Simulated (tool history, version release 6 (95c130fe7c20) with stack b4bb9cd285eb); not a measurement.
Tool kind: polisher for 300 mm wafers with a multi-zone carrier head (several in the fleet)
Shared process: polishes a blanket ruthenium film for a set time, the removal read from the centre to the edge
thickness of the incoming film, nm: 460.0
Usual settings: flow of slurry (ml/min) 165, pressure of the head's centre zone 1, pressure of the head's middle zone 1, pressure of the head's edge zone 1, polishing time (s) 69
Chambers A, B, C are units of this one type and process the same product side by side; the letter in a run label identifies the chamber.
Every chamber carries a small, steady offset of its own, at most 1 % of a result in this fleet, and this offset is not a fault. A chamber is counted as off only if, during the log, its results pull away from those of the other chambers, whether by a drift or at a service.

run	day	flow of slurry (ml/min)	pressure of the head's centre zone	pressure of the head's middle zone	pressure of the head's edge zone	polishing time (s)	wafers polished on this pad	hours since the slurry nozzle was cleaned	hours since the centre zone pressure was calibrated	hours since the edge zone pressure was calibrated	film removed at the wafer's centre (Å)	film removed at mid-radius (Å)	film removed at the wafer's edge (Å)
1C	0.212	165	1	1	1	69	382	348.2	1122.7	928.6	718.3	720.19	717.28
2B	0.425	165	1	1	1	69	643	625.7	290.4	414.3	723.02	724.28	712.14
3A	0.583	165	1	1	1	69	267	186.9	357.1	880.7	709.58	727.97	713.46
4C	0.879	165	1	1	1	69	535	364.2	1138.7	944.6	713.98	709.33	718.48
5A	1.146	200	1	1	1	69	396	200.4	370.6	894.2	745.29	748.25	733.03
6B	1.404	200	1	1	1	69	867	649.2	313.9	437.8	746.29	747.28	724.94
7A	1.638	200	1	1	1	69	509	212.2	382.4	906	736.72	739.47	739.98
# day 1.775: chamber C: slurry nozzle cleaned
# day 1.9: chamber C: worn pad replaced by a new one
8C	1.979	165	1	1	1	69	18	5	1165.1	971	715.14	727.36	726.59
9B	2.242	165	1	1	1	69	1058	669.3	334	457.9	721.15	722.34	708.47
10B	2.496	215	1	1	1	51	1116	675.4	340.1	464	553.66	550.9	550.89
11C	2.667	215	1	1	1	51	176	21.5	1181.6	987.5	560.59	551.09	549.06
12A	2.825	215	1	1	1	51	780	240.7	410.9	934.5	551.74	538.83	538.38
# day 2.896: chamber B: worn pad replaced by a new one
13A	3.079	165	1	1	1	69	838	246.8	417	940.6	705.84	698.98	708.95
14C	3.233	165	1	1	1	69	305	35.1	1195.2	1001.1	717.88	712.62	724.36
15B	3.492	165	0.94	0.88	1	69	136	699.3	364	487.9	680.02	633.3	708.91
16C	3.8	165	0.94	0.88	1	69	435	48.7	1208.8	1014.7	673.01	637.05	716.01
17A	4.1	165	0.94	0.88	1	69	1072	271.3	441.5	965.1	653.19	625.01	701.57
18B	4.296	165	1	1	1	69	320	718.6	383.3	507.2	726.85	739.56	703.14
19A	4.517	165	1	1	1	69	1167	281.3	451.5	975.1	696.26	695.16	696.37
20C	4.688	165	1	1	1	69	638	70	1230.1	1036	712.64	738.84	718.56
21B	5.029	165	1	1	1	69	488	736.2	400.9	524.8	721.22	710.54	716.9
22C	5.254	165	1	1	1	69	768	83.6	1243.7	1049.6	720.02	717.43	715.48
# day 5.358: chamber C: worn pad replaced by a new one
# day 5.4: chamber B: slurry nozzle cleaned
23A	5.471	165	1	1	1	69	1386	304.2	474.4	998	687.79	684.15	690.79
# day 5.479: chamber C: edge zone pressure recalibrated
24B	5.658	165	1	1	1	69	632	6.3	416	539.9	722.9	726.62	715.47
# day 5.925: chamber B: centre zone pressure recalibrated
# day 5.975: chamber A: centre zone pressure recalibrated
25A	5.983	165	1	1	1	69	1503	316.5	0.3	1010.3	677.11	691.74	688.77
26B	6.162	165	1	1	1	69	747	18.4	5.7	552	716.75	710.39	716.43
27C	6.321	165	1	1	1	69	220	109.2	1269.3	20.3	720.97	712.25	724.42
28C	6.496	165	1	1	1	69	260	113.4	1273.5	24.5	717.69	718.61	721.95
29B	6.679	165	1	1	1	69	865	30.8	18.1	564.4	717.9	701.55	717.16
30A	6.992	165	1	1	1	69	1733	340.7	24.5	1034.5	684.4	698.92	681.21
31A	7.204	165	1	1	1	69	1782	345.8	29.6	1039.6	686.68	690.25	676.98
32C	7.396	165	1	1	1	91	466	135	1295.1	46.1	946.64	951.28	947.91
33B	7.704	165	1	1	1	91	1100	55.4	42.7	589	941.52	951.84	950.13
34C	8	165	1	1	1	91	604	149.5	1309.6	60.6	950.45	954.31	949.2
35A	8.246	165	1	1	1	69	2020	370.8	54.6	1064.6	673.31	681.8	674.47
36B	8.504	165	1	1	1	69	1283	74.6	61.9	608.2	719.16	724.15	717.01
37C	8.838	165	1	1	1	69	796	169.6	1329.7	80.7	720.84	707.75	730.41
38B	9.154	165	1	1	1	69	1432	90.2	77.5	623.8	722.78	710.44	716.05

Predict what each chamber gives when all 3 of them run the settings below next.
39A	9.4	165	1	1	1	69					?	?	?
39B	9.4	165	1	1	1	69					?	?	?
39C	9.4	165	1	1	1	69					?	?	?

run	film removed at the wafer's centre (Å)	film removed at mid-radius (Å)	film removed at the wafer's edge (Å)
39A	664.07	670.8	663.15
39B	717.19	716.44	710.69
39C	721.42	721.89	716.51
